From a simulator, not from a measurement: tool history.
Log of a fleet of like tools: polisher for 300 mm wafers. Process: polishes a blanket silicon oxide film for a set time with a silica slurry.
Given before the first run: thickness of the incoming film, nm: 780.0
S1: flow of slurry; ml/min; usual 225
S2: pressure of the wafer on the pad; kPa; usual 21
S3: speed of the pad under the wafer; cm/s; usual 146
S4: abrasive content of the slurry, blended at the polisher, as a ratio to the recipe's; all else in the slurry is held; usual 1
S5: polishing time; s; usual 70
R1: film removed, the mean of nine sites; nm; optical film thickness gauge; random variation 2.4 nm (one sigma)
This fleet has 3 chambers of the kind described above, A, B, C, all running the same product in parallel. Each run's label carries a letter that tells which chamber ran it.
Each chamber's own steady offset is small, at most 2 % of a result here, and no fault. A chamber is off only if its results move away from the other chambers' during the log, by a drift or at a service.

run,hour,S1,S2,S3,S4,S5,R1
# hour 2.7: chamber A: slurry blender recalibrated
1A,5.6,225,21,146,1,70,209.93
2C,12.6,225,21,146,1,70,217.85
# hour 17.8: chamber B: slurry blender recalibrated
3B,18.6,225,21,146,1,70,214.18
4B,21.9,225,21,146,1,70,207.39
# hour 24.5: chamber C: worn pad replaced by a new one
5C,26.0,225,21,146,1,70,223.79
6A,29.4,225,21,146,1,70,215.11
7A,32.7,225,21,146,1,70,211.19
8B,38.0,225,21,146,1,70,211.72
9C,41.9,225,21,146,1,70,226.33
10B,47.3,225,21,146,1,70,212.00
11C,52.9,225,21,146,1,70,223.59
# hour 54.3: chamber C: slurry blender recalibrated
12A,57.3,225,21,146,1,70,219.39
# hour 60.6: chamber A: head pressure recalibrated
13A,61.8,225,21,174,1,84,298.34
14C,68.9,225,21,174,1,84,310.39
15B,73.6,225,21,174,1,84,291.01
16C,77.0,225,21,146,1,70,232.39
17B,80.4,225,21,146,1,53,160.35
18A,84.1,225,21,146,1,53,163.19
19B,88.2,225,21,146,1,53,157.95
20A,93.3,225,21,146,1,70,214.92

Each of the 3 chambers runs these same settings next. Fill in every chamber's results:
21A,98.4,225,21,146,1,70,?
21B,98.4,225,21,146,1,70,?
21C,98.4,225,21,146,1,70,?

run,R1
21A,213.39
21B,210.10
21C,232.48
